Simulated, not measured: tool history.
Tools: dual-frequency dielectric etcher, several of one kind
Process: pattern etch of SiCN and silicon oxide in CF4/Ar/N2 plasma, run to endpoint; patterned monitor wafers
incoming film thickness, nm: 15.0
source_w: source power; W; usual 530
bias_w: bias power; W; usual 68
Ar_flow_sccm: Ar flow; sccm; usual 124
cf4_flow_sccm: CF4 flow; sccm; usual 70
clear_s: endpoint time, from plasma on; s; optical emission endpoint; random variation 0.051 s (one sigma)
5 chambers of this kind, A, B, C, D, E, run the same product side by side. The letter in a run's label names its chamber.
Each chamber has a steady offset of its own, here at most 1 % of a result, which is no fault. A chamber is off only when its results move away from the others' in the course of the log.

run	hour	source_w	bias_w	Ar_flow_sccm	cf4_flow_sccm	hours since the last wet clean	hours since the last source power generator calibration	hours since the last bias power generator calibration	hours since the last Ar flow controller change	hours since the last CF4 flow controller change	clear_s
1A	5.9	530	68	124	70	388.5	3224.8	2202.3	181.8	1775.3	15.820
# hour 8.5: chamber A: wet clean of the chamber
2C	12.7	530	68	124	70	122.0	139.9	658.2	4985.9	3977.3	16.013
3D	18.7	530	68	124	70	371.5	1335.3	1053.1	2004.2	1083.4	15.887
4B	24.8	530	68	124	70	332.3	2361.0	1284.6	4656.9	861.8	15.919
5E	29.6	530	68	124	70	167.9	1939.5	1151.0	1183.2	1091.9	15.751
6B	34.3	530	68	124	70	341.8	2370.5	1294.1	4666.4	871.3	15.894
7A	40.9	530	68	124	70	32.4	3259.8	2237.3	216.8	1810.3	15.809
8C	46.1	530	68	124	70	155.4	173.3	691.6	5019.3	4010.7	15.969
9D	54.4	530	68	124	70	407.2	1371.0	1088.8	2039.9	1119.1	15.812
10E	60.8	530	68	124	70	199.1	1970.7	1182.2	1214.4	1123.1	15.681
# hour 61.0: chamber B: wet clean of the chamber
11C	65.8	410	68	124	81	175.1	193.0	711.3	5039.0	4030.4	19.493
12D	71.9	410	68	124	81	424.7	1388.5	1106.3	2057.4	1136.6	19.475
13A	80.5	410	68	124	81	72.0	3299.4	2276.9	256.4	1849.9	19.361
14B	84.8	410	68	124	81	23.9	2421.0	1344.6	4716.9	921.8	19.600
15E	89.8	410	68	124	81	228.1	1999.7	1211.2	1243.4	1152.1	19.198
16D	94.0	530	68	124	70	446.8	1410.6	1128.4	2079.5	1158.7	15.731
17A	102.6	530	68	124	70	94.1	3321.5	2299.0	278.5	1872.0	15.891
# hour 106.4: chamber D: wet clean of the chamber
18E	106.6	530	68	124	70	244.9	2016.5	1228.0	1260.2	1168.9	15.552
19C	111.1	530	68	148	57	220.4	238.3	756.6	5084.3	4075.7	17.021
20B	117.6	530	68	148	57	56.7	2453.8	1377.4	4749.7	954.6	17.021
21C	122.5	530	68	148	57	231.8	249.7	768.0	5095.7	4087.1	17.071
22B	129.9	530	68	148	57	69.0	2466.1	1389.7	4762.0	966.9	17.049
23D	136.1	530	68	148	57	29.8	1452.7	1170.5	2121.6	1200.8	16.753
24A	141.9	530	68	149	60	133.4	3360.8	2338.3	317.8	1911.3	16.881
25E	148.5	530	68	149	60	286.8	2058.4	1269.9	1302.1	1210.8	16.248
26B	155.7	530	68	149	60	94.8	2491.9	1415.5	4787.8	992.7	16.825
27E	161.2	530	68	149	60	299.5	2071.1	1282.6	1314.8	1223.5	16.037
28C	165.6	530	68	149	60	274.9	292.8	811.1	5138.8	4130.2	16.945
29A	171.1	530	68	124	70	162.6	3390.0	2367.5	347.0	1940.5	15.820
30D	179.7	620	77	124	70	73.4	1496.3	1214.1	2165.2	1244.4	13.158

Next, every chamber runs the same settings. What will each give?
31A	186.0	530	68	124	70						?
31B	186.0	530	68	124	70						?
31C	186.0	530	68	124	70						?
31D	186.0	530	68	124	70						?
31E	186.0	530	68	124	70						?

run	clear_s
31A	15.880
31B	15.908
31C	15.955
31D	15.749
31E	15.090
